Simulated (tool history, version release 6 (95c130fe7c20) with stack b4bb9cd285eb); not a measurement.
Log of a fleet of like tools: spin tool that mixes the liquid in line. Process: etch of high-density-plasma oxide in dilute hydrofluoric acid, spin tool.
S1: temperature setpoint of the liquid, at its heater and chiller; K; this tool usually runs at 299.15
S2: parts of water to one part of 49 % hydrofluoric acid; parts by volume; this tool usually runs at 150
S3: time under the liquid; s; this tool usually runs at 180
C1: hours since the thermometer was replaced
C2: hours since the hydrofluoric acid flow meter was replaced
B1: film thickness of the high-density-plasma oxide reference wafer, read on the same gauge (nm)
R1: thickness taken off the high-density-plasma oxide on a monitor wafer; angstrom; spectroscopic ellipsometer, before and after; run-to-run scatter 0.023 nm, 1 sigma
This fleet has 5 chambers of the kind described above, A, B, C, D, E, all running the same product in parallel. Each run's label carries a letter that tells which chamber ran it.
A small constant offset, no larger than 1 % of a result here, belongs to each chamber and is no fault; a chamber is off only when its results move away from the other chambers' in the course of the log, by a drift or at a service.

Run 1A, day 0.367: usual settings; C1 886.4; C2 40.8; B1 90.001. Result: R1 74.964 angstrom.
Run 2C, day 0.888: usual settings; C1 2468.1; C2 1053.0; B1 89.995. Result: R1 74.754 angstrom.
Run 3D, day 1.200: usual settings; C1 104.5; C2 1430.5; B1 89.974. Result: R1 75.580 angstrom.
Run 4E, day 1.717: usual settings; C1 1351.2; C2 204.4; B1 89.981. Result: R1 74.831 angstrom.
Run 5B, day 1.979: usual settings; C1 437.0; C2 474.4; B1 89.980. Result: R1 75.137 angstrom.
Run 6B, day 2.338: usual settings; C1 445.6; C2 483.0; B1 90.003. Result: R1 75.255 angstrom.
Run 7A, day 2.912: usual settings; C1 947.5; C2 101.9; B1 89.999. Result: R1 74.770 angstrom.
Run 8C, day 3.346: usual settings but S3 280 s; C1 2527.1; C2 1112.0; B1 89.995. Result: R1 116.760 angstrom.
Run 9E, day 3.617: usual settings but S3 280 s; C1 1396.8; C2 250.0; B1 89.999. Result: R1 116.540 angstrom.
Run 10D, day 4.029: usual settings but S3 280 s; C1 172.4; C2 1498.4; B1 89.983. Result: R1 117.950 angstrom.
Run 11B, day 4.438: usual settings but S3 280 s; C1 496.0; C2 533.4; B1 89.997. Result: R1 116.440 angstrom.
Run 12A, day 4.892: usual settings but S3 280 s; C1 995.0; C2 149.4; B1 89.979. Result: R1 115.920 angstrom.
Run 13E, day 5.167: usual settings but S2 95 parts by volume, S3 275 s; C1 1434.0; C2 287.2; B1 90.005. Result: R1 193.460 angstrom.
Run 14D, day 5.579: usual settings but S2 95 parts by volume, S3 275 s; C1 209.6; C2 1535.6; B1 90.003. Result: R1 193.520 angstrom.
Run 15C, day 6.096: usual settings but S2 95 parts by volume, S3 275 s; C1 2593.1; C2 1178.0; B1 90.007. Result: R1 192.310 angstrom.
Run 16C, day 6.392: usual settings but S2 95 parts by volume, S3 275 s; C1 2600.2; C2 1185.1; B1 90.009. Result: R1 192.380 angstrom.
Run 17B, day 6.879: usual settings but S2 95 parts by volume, S3 275 s; C1 554.6; C2 592.0; B1 90.026. Result: R1 189.260 angstrom.
Run 18E, day 7.258: usual settings; C1 1484.2; C2 337.4; B1 89.995. Result: R1 74.769 angstrom.
Run 19D, day 7.775: usual settings; C1 262.3; C2 1588.3; B1 90.000. Result: R1 75.281 angstrom.
Run 20A, day 8.175: usual settings; C1 1073.8; C2 228.2; B1 90.025. Result: R1 74.761 angstrom.
Run 21B, day 8.567: usual settings; C1 595.1; C2 632.5; B1 89.992. Result: R1 73.657 angstrom.
Run 22A, day 9.050: usual settings; C1 1094.8; C2 249.2; B1 89.988. Result: R1 74.634 angstrom.
Run 23E, day 9.517: usual settings; C1 1538.4; C2 391.6; B1 90.014. Result: R1 74.180 angstrom.
Run 24D, day 9.867: usual settings; C1 312.5; C2 1638.5; B1 89.992. Result: R1 75.633 angstrom.
Run 25C, day 10.196: usual settings; C1 2691.5; C2 1276.4; B1 90.017. Result: R1 74.417 angstrom.
Run 26E, day 10.579: usual settings; C1 1563.9; C2 417.1; B1 89.985. Result: R1 74.555 angstrom.
Run 27B, day 11.146: usual settings; C1 657.0; C2 694.4; B1 90.013. Result: R1 72.715 angstrom.
Run 28A, day 11.458: usual settings; C1 1152.6; C2 307.0; B1 89.992. Result: R1 74.163 angstrom.
Run 29D, day 11.808: usual settings but S1 295.15 K; C1 359.1; C2 1685.1; B1 89.983. Result: R1 64.986 angstrom.
Run 30C, day 12.379: usual settings but S1 295.15 K; C1 2743.9; C2 1328.8; B1 89.987. Result: R1 64.344 angstrom.
Run 31A, day 12.912: usual settings but S1 295.15 K; C1 1187.5; C2 341.9; B1 90.006. Result: R1 64.342 angstrom.

All 5 chambers run these settings next. Forecast each chamber's results:
Run 32A, day 13.333: usual settings but S1 295.65 K. Result: R1 ?.
Run 32B, day 13.333: usual settings but S1 295.65 K. Result: R1 ?.
Run 32C, day 13.333: usual settings but S1 295.65 K. Result: R1 ?.
Run 32D, day 13.333: usual settings but S1 295.65 K. Result: R1 ?.
Run 32E, day 13.333: usual settings but S1 295.65 K. Result: R1 ?.

run      R1
32A  65.416
32B  63.526
32C  65.202
32D  66.455
32E  64.815
